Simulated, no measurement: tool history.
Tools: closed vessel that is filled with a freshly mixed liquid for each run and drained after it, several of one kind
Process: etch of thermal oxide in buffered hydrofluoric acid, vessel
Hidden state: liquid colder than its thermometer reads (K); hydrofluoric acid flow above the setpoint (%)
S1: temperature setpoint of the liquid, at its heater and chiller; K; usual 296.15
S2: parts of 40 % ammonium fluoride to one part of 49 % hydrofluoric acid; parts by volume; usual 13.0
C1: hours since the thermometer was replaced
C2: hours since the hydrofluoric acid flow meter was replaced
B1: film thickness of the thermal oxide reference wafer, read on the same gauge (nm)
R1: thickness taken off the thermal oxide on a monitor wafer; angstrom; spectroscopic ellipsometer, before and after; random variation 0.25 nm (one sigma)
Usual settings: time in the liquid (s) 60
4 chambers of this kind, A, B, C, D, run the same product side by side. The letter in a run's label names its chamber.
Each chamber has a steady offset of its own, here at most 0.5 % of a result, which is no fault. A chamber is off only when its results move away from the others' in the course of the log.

run 1C hour=5.4 | S1=296.15 S2=13.0 time_in_the_liquid_(s)=60 | C1=185.4 C2=1794.4 | B1=60.000 | R1=519.65
run 2D hour=11.1 | S1=296.15 S2=13.0 time_in_the_liquid_(s)=60 | C1=433.0 C2=540.5 | B1=60.001 | R1=509.00
run 3B hour=15.7 | S1=296.15 S2=13.0 time_in_the_liquid_(s)=60 | C1=1181.4 C2=414.6 | B1=59.972 | R1=514.32
-- hour=16.8 chamber C: hydrofluoric acid flow meter replaced
run 4A hour=19.8 | S1=296.15 S2=13.0 time_in_the_liquid_(s)=60 | C1=1803.5 C2=82.1 | B1=59.996 | R1=514.56
run 5A hour=24.1 | S1=296.15 S2=13.0 time_in_the_liquid_(s)=60 | C1=1807.8 C2=86.4 | B1=60.025 | R1=515.14
run 6C hour=27.9 | S1=296.15 S2=13.0 time_in_the_liquid_(s)=60 | C1=207.9 C2=11.1 | B1=60.004 | R1=511.13
run 7D hour=33.5 | S1=296.15 S2=13.0 time_in_the_liquid_(s)=60 | C1=455.4 C2=562.9 | B1=60.001 | R1=510.21
run 8B hour=38.8 | S1=296.15 S2=13.0 time_in_the_liquid_(s)=60 | C1=1204.5 C2=437.7 | B1=60.011 | R1=514.66
run 9B hour=43.5 | S1=296.15 S2=10.5 time_in_the_liquid_(s)=60 | C1=1209.2 C2=442.4 | B1=60.073 | R1=631.93
run 10D hour=46.4 | S1=296.15 S2=10.5 time_in_the_liquid_(s)=60 | C1=468.3 C2=575.8 | B1=60.008 | R1=631.61
run 11C hour=51.9 | S1=296.15 S2=10.5 time_in_the_liquid_(s)=60 | C1=231.9 C2=35.1 | B1=60.002 | R1=632.00
run 12A hour=57.2 | S1=296.15 S2=10.5 time_in_the_liquid_(s)=60 | C1=1840.9 C2=119.5 | B1=59.978 | R1=629.36
run 13D hour=62.0 | S1=296.15 S2=13.0 time_in_the_liquid_(s)=60 | C1=483.9 C2=591.4 | B1=59.973 | R1=503.96
run 14B hour=67.6 | S1=296.15 S2=13.0 time_in_the_liquid_(s)=60 | C1=1233.3 C2=466.5 | B1=59.997 | R1=513.65
run 15A hour=73.6 | S1=296.15 S2=11.0 time_in_the_liquid_(s)=60 | C1=1857.3 C2=135.9 | B1=60.016 | R1=605.28
run 16C hour=77.3 | S1=296.15 S2=11.0 time_in_the_liquid_(s)=60 | C1=257.3 C2=60.5 | B1=59.978 | R1=601.71
run 17C hour=83.5 | S1=296.15 S2=11.0 time_in_the_liquid_(s)=60 | C1=263.5 C2=66.7 | B1=60.022 | R1=599.81
run 18D hour=89.0 | S1=296.15 S2=11.0 time_in_the_liquid_(s)=60 | C1=510.9 C2=618.4 | B1=59.973 | R1=585.92
run 19B hour=93.7 | S1=296.15 S2=13.0 time_in_the_liquid_(s)=60 | C1=1259.4 C2=492.6 | B1=59.965 | R1=517.59
run 20A hour=100.0 | S1=296.15 S2=13.0 time_in_the_liquid_(s)=60 | C1=1883.7 C2=162.3 | B1=59.955 | R1=516.88
run 21C hour=104.5 | S1=296.15 S2=13.0 time_in_the_liquid_(s)=60 | C1=284.5 C2=87.7 | B1=59.986 | R1=515.22
run 22B hour=108.2 | S1=296.15 S2=13.0 time_in_the_liquid_(s)=60 | C1=1273.9 C2=507.1 | B1=59.999 | R1=513.76
run 23D hour=111.5 | S1=296.15 S2=13.0 time_in_the_liquid_(s)=60 | C1=533.4 C2=640.9 | B1=60.001 | R1=494.63
run 24A hour=117.4 | S1=296.15 S2=13.0 time_in_the_liquid_(s)=60 | C1=1901.1 C2=179.7 | B1=59.973 | R1=512.25
run 25B hour=120.1 | S1=296.15 S2=13.0 time_in_the_liquid_(s)=60 | C1=1285.8 C2=519.0 | B1=59.983 | R1=514.34
run 26A hour=124.6 | S1=296.15 S2=13.0 time_in_the_liquid_(s)=60 | C1=1908.3 C2=186.9 | B1=60.008 | R1=511.65
run 27D hour=130.1 | S1=296.15 S2=13.0 time_in_the_liquid_(s)=60 | C1=552.0 C2=659.5 | B1=59.996 | R1=486.73
run 28C hour=135.4 | S1=296.15 S2=13.0 time_in_the_liquid_(s)=60 | C1=315.4 C2=118.6 | B1=60.011 | R1=514.48
run 29D hour=140.8 | S1=296.15 S2=13.0 time_in_the_liquid_(s)=60 | C1=562.7 C2=670.2 | B1=60.026 | R1=486.12
run 30A hour=146.7 | S1=296.15 S2=13.0 time_in_the_liquid_(s)=30 | C1=1930.4 C2=209.0 | B1=60.007 | R1=258.14
run 31B hour=151.6 | S1=296.15 S2=13.0 time_in_the_liquid_(s)=30 | C1=1317.3 C2=550.5 | B1=59.952 | R1=257.77

Is one chamber off against the others, does the gauge drift, or is nothing wrong? If a chamber is off, say which, and what the likeliest cause is.

Chamber D drifts away from the others.
Cause: liquid colder than its thermometer reads (K) = 0.997.
The log may not tell that from: hydrofluoric acid flow below the setpoint (%).

Here are 4 candidates for chamber D's next run, each the usual settings with a change, their results left as question marks. Which one brings its results back in line with what the others give on the usual settings?
In line means no further than this from the other chambers' mean on the usual settings: R1 8.80 angstrom
run 32D-1 hour=156.1 | S1=295.15 S2=13.0 time_in_the_liquid_(s)=60 | R1=?
run 32D-2 hour=156.1 | S1=297.15 S2=13.0 time_in_the_liquid_(s)=60 | R1=?
run 32D-3 hour=156.1 | S1=296.15 S2=13.5 time_in_the_liquid_(s)=55 | R1=?
run 32D-4 hour=156.1 | S1=296.15 S2=11.5 time_in_the_liquid_(s)=60 | R1=?

The other chambers' mean on the usual settings: R1 513.73 angstrom
run=32D-1 R1=458.47
run=32D-2 R1=511.81
run=32D-3 R1=427.84
run=32D-4 R1=546.18
32D-2 brings the chamber back in line.
